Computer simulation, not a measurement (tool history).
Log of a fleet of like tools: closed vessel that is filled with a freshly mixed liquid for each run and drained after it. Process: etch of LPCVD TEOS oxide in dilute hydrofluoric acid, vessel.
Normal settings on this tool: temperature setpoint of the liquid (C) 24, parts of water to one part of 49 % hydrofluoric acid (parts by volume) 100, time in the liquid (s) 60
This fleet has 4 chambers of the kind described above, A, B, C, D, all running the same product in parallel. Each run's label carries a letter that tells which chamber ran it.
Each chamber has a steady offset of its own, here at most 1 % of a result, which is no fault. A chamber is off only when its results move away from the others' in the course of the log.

run,hour,temperature setpoint of the liquid (C),parts of water to one part of 49 % hydrofluoric acid (parts by volume),time in the liquid (s),"read-back film thickness of the LPCVD TEOS oxide reference wafer, read on the same gauge (nm)",thickness taken off the LPCVD TEOS oxide on a monitor wafer (Å)
1A,4.9,24,100,60,30.01,295.2
2B,14.4,24,100,60,29.99,292.26
3D,21.5,24,100,60,30.014,295.39
4C,30.3,24,100,60,29.984,291.77
5D,37.9,24,100,60,29.982,295.63
6B,45.8,24,100,60,29.992,292.1
# hour 52: chamber A: thermometer replaced
7A,53,24,125,70,29.998,265.4
8C,61.4,24,125,70,29.986,263.21
9C,70.7,24,125,70,29.98,263.4
10D,78.5,24,125,70,29.983,265.48
11A,88.1,24,100,40,30.012,194.18
12B,97.6,24,100,40,30.012,194.17
13C,105.5,24,100,40,30.017,195.88
14B,113,24,100,40,29.974,196.47
15A,121.7,24,100,60,29.967,286.92
16D,130.4,24,100,60,30.019,296.43
17D,136.2,24,100,60,30.002,294.6
18C,143.3,24,100,60,29.977,291.23
19B,148.4,24,100,60,30,295.96
20A,156.4,24,100,60,30.007,287.22
21A,166,24,100,60,30.012,285.93
22C,172.3,24,100,60,29.981,293.42
# hour 177.5: chamber B: thermometer replaced
23B,182.2,24,100,60,30.009,296.51
24D,190.9,24,145,60,30.008,194.9
25D,197.1,24,145,60,29.989,193.79
26B,203.1,24,145,60,29.981,194.23
27A,212.2,24,145,60,30.024,184.63
28C,221.9,24,100,60,29.996,293.24
29C,228.8,24,60,45,29.968,389.72
30B,235.1,24,60,45,29.995,388.47
31A,245.2,24,60,45,30.018,380.51
32D,251.2,24,60,45,29.988,387.37
33A,259.7,24,100,60,29.999,284.68
34B,265.1,24,100,60,30.022,295.98
35D,275.2,24,100,60,29.992,295.66
36C,282.7,20,60,60,29.995,431.83
37D,287.7,20,60,60,29.988,432.82
38B,294.2,20,60,60,29.986,436.75
39C,299.2,20,60,60,30.01,440.93
40A,303.7,24,100,60,30.008,275.56

Does one chamber stand apart from the rest, does the shared gauge drift, or is all well apart from small per-chamber offsets? Give the chamber and the most likely cause, where there is one.

One chamber, A, drifts off from the rest bit by bit.
Cause: hydrofluoric acid flow below the setpoint (%) = 4.71.

Here are 4 candidates for chamber A's next run, each the usual settings with a change, their results left as question marks. Which one brings its results back in line with what the others give on the usual settings?
To be in line, a result may differ from the other chambers' mean on the usual settings by at most: thickness taken off the LPCVD TEOS oxide on a monitor wafer (Å) 6.6
41A-1,310.9,22.5,100,60,,?
41A-2,310.9,24,90,60,,?
41A-3,310.9,21,100,60,,?
41A-4,310.9,24,95,60,,?

Mean of the other chambers on the usual settings: thickness taken off the LPCVD TEOS oxide on a monitor wafer (Å) 294.88
run,thickness taken off the LPCVD TEOS oxide on a monitor wafer (Å)
41A-1,262.15
41A-2,313.89
41A-3,246.58
41A-4,295.15
41A-4 brings the chamber back in line.
